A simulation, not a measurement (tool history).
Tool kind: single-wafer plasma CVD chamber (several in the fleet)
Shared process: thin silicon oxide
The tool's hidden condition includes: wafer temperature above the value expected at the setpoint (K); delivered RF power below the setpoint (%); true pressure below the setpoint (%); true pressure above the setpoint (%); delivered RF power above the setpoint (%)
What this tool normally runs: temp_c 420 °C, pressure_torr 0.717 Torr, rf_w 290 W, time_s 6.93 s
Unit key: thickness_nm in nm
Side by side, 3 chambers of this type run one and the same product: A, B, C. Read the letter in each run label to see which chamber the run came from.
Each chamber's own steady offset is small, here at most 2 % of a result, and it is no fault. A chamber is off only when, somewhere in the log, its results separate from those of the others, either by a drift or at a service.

run	hour	temp_c	pressure_torr	rf_w	time_s	hours since the last thermocouple change	hours since the last RF generator calibration	hours since the last manometer calibration	read-back reference wafer on the same gauge, thickness_nm	thickness_nm
1C	2.9	420	0.717	290	6.93	672.8	386.7	288.5	10.194	11.0850
2B	5.8	420	0.717	290	6.93	544.0	486.7	195.5	10.198	11.3690
3A	9.1	420	0.717	290	6.93	596.3	81.0	1232.7	10.193	11.1420
4C	11.9	420	0.717	290	6.93	681.8	395.7	297.5	10.192	11.1220
5B	16.6	420	0.717	290	6.93	554.8	497.5	206.3	10.203	11.2320
6A	20.6	420	0.717	290	6.93	607.8	92.5	1244.2	10.203	11.0820
7B	24.7	420	0.717	290	6.93	562.9	505.6	214.4	10.200	11.2250
8C	29.2	420	0.717	290	6.93	699.1	413.0	314.8	10.190	11.0830
9A	32.3	405	0.717	290	5.88	619.5	104.2	1255.9	10.198	9.4908
10C	35.9	405	0.717	290	5.88	705.8	419.7	321.5	10.209	9.5203
11B	40.0	405	0.717	290	5.88	578.2	520.9	229.7	10.200	9.6479
12A	43.5	420	0.717	290	6.93	630.7	115.4	1267.1	10.199	11.1180
13A	47.0	420	0.717	290	6.93	634.2	118.9	1270.6	10.196	11.0220
14C	50.5	420	0.717	290	6.93	720.4	434.3	336.1	10.200	11.1780
15B	54.3	420	0.717	290	6.93	592.5	535.2	244.0	10.204	11.3230
16A	58.0	420	0.717	290	6.93	645.2	129.9	1281.6	10.204	10.9360
17B	60.9	420	0.717	290	6.93	599.1	541.8	250.6	10.191	11.3060
18C	66.3	420	0.717	290	6.93	736.2	450.1	351.9	10.201	11.1340
19C	71.1	420	0.717	290	6.93	741.0	454.9	356.7	10.198	11.0620
20A	75.3	420	0.717	290	6.93	662.5	147.2	1298.9	10.215	10.9620
21B	80.1	420	0.717	290	6.93	618.3	561.0	269.8	10.185	11.2230
22A	83.5	420	0.717	290	6.93	670.7	155.4	1307.1	10.203	10.7590
23B	88.7	420	0.717	290	6.93	626.9	569.6	278.4	10.195	11.2780
24C	92.6	428	0.717	290	6.12	762.5	476.4	378.2	10.206	9.7577
25A	98.1	428	0.717	290	6.12	685.3	170.0	1321.7	10.209	9.4097
26C	100.6	428	0.717	290	6.12	770.5	484.4	386.2	10.194	9.7830
27B	106.0	420	0.717	290	6.93	644.2	586.9	295.7	10.205	11.3550

The same settings go to every chamber for the next run, one line per chamber below. Forecast the results for each:
28A	110.1	420	0.664	290	6.93					?
28B	110.1	420	0.664	290	6.93					?
28C	110.1	420	0.664	290	6.93					?

run	thickness_nm
28A	9.8260
28B	10.4420
28C	10.2680

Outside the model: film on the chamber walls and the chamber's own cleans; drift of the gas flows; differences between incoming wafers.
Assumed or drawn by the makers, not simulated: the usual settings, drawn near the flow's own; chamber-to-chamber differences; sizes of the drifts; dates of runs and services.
